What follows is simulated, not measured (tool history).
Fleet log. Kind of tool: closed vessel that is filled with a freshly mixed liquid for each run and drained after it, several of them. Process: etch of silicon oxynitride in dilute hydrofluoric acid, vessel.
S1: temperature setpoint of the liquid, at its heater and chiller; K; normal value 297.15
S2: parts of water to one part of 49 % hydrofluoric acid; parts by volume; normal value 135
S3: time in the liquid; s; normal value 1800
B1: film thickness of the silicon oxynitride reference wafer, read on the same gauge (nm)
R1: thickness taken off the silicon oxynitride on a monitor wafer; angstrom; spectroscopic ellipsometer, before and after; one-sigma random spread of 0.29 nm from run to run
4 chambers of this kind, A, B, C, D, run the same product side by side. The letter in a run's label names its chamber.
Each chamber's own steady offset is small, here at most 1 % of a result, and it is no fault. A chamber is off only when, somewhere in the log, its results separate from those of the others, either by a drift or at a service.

run 1C hour=3.0 | S1=297.15 S2=135 S3=1800 | B1=90.046 | R1=419.14
run 2A hour=6.0 | S1=297.15 S2=135 S3=1800 | B1=89.997 | R1=418.58
run 3D hour=8.5 | S1=297.15 S2=135 S3=1800 | B1=90.019 | R1=414.57
run 4B hour=11.9 | S1=297.15 S2=135 S3=1800 | B1=89.974 | R1=425.21
run 5C hour=17.0 | S1=297.15 S2=135 S3=1800 | B1=90.003 | R1=420.35
run 6D hour=20.8 | S1=297.15 S2=135 S3=1800 | B1=89.970 | R1=422.27
run 7A hour=23.6 | S1=297.15 S2=135 S3=1800 | B1=89.955 | R1=417.75
run 8B hour=26.4 | S1=297.15 S2=135 S3=1800 | B1=89.985 | R1=423.51
run 9D hour=30.7 | S1=297.15 S2=135 S3=1800 | B1=89.968 | R1=415.41
run 10A hour=35.5 | S1=297.15 S2=135 S3=1800 | B1=90.011 | R1=424.97
run 11B hour=40.5 | S1=297.15 S2=190 S3=925 | B1=90.015 | R1=148.27
run 12C hour=45.9 | S1=297.15 S2=190 S3=925 | B1=89.997 | R1=145.36
run 13D hour=49.7 | S1=297.15 S2=190 S3=925 | B1=89.992 | R1=146.56
-- hour=51.1 chamber A: hydrofluoric acid flow meter replaced
run 14B hour=53.5 | S1=297.15 S2=190 S3=925 | B1=90.004 | R1=150.15
run 15C hour=58.3 | S1=297.15 S2=135 S3=1800 | B1=90.028 | R1=417.90
run 16A hour=62.9 | S1=297.15 S2=135 S3=1800 | B1=89.970 | R1=431.37
run 17A hour=65.8 | S1=297.15 S2=135 S3=1800 | B1=90.045 | R1=436.23
run 18D hour=69.9 | S1=297.15 S2=135 S3=1800 | B1=90.018 | R1=421.84
run 19C hour=75.2 | S1=297.15 S2=135 S3=1800 | B1=90.008 | R1=420.13
run 20B hour=77.6 | S1=297.15 S2=135 S3=1800 | B1=89.993 | R1=421.46
run 21A hour=82.5 | S1=293.65 S2=185 S3=1800 | B1=89.985 | R1=262.39
run 22D hour=87.1 | S1=293.65 S2=185 S3=1800 | B1=89.951 | R1=248.72
run 23B hour=90.0 | S1=293.65 S2=185 S3=1800 | B1=89.999 | R1=247.29
run 24C hour=94.9 | S1=293.65 S2=185 S3=1800 | B1=89.993 | R1=248.64
run 25B hour=100.1 | S1=297.15 S2=135 S3=1800 | B1=89.974 | R1=422.11
run 26C hour=104.2 | S1=297.15 S2=135 S3=1800 | B1=90.011 | R1=419.27
run 27D hour=107.5 | S1=297.15 S2=70 S3=930 | B1=90.028 | R1=442.97
run 28A hour=110.2 | S1=297.15 S2=70 S3=930 | B1=90.039 | R1=462.82
run 29D hour=112.6 | S1=297.15 S2=70 S3=930 | B1=89.995 | R1=438.58
run 30C hour=117.5 | S1=297.15 S2=70 S3=930 | B1=90.031 | R1=439.13
run 31A hour=120.6 | S1=297.15 S2=135 S3=1800 | B1=90.026 | R1=447.39
run 32B hour=125.0 | S1=297.15 S2=135 S3=1800 | B1=89.976 | R1=427.37
run 33B hour=129.1 | S1=297.15 S2=135 S3=1800 | B1=89.992 | R1=423.85
run 34D hour=134.2 | S1=293.65 S2=90 S3=1800 | B1=90.032 | R1=557.96
run 35A hour=139.5 | S1=293.65 S2=90 S3=1800 | B1=89.960 | R1=601.09
run 36C hour=142.8 | S1=293.65 S2=90 S3=1800 | B1=89.998 | R1=554.67
run 37C hour=148.2 | S1=293.65 S2=90 S3=1800 | B1=89.990 | R1=545.71
run 38D hour=153.1 | S1=297.15 S2=175 S3=1800 | B1=89.965 | R1=313.33
run 39A hour=155.5 | S1=297.15 S2=175 S3=1800 | B1=90.002 | R1=338.05
run 40B hour=158.9 | S1=297.15 S2=175 S3=1800 | B1=89.999 | R1=317.30
run 41A hour=161.4 | S1=297.15 S2=175 S3=1800 | B1=90.012 | R1=338.05
run 42B hour=165.9 | S1=299.65 S2=165 S3=1800 | B1=89.954 | R1=375.66
run 43D hour=169.7 | S1=299.65 S2=165 S3=1800 | B1=90.004 | R1=374.10

Has any chamber moved away from the others, gradually or after a service, or does the common gauge drift, or do the chambers differ only by their own small steady offsets? State the chamber and the most likely cause if one applies.

One chamber, A, drifts off from the rest bit by bit.
What lies behind it: liquid hotter than its thermometer reads (K) = 2.04.

Below are 4 candidate recipes for chamber A's next run, each the usual settings with a change, their results shown as question marks. Which of them brings A's results back in line with what the other chambers give on the usual settings?
Counts as in line when no further than this from what the other chambers average on the usual settings: R1 10.00 angstrom
run 44A-1 hour=173.6 | S1=297.15 S2=125 S3=1800 | R1=?
run 44A-2 hour=173.6 | S1=297.15 S2=140 S3=1720 | R1=?
run 44A-3 hour=173.6 | S1=297.15 S2=155 S3=1800 | R1=?
run 44A-4 hour=173.6 | S1=297.15 S2=125 S3=1930 | R1=?

Other chambers, usual settings, mean: R1 419.33 angstrom
run=44A-1 R1=502.33
run=44A-2 R1=423.53
run=44A-3 R1=395.61
run=44A-4 R1=538.60
It is 44A-2 that realigns the chamber with its peers.
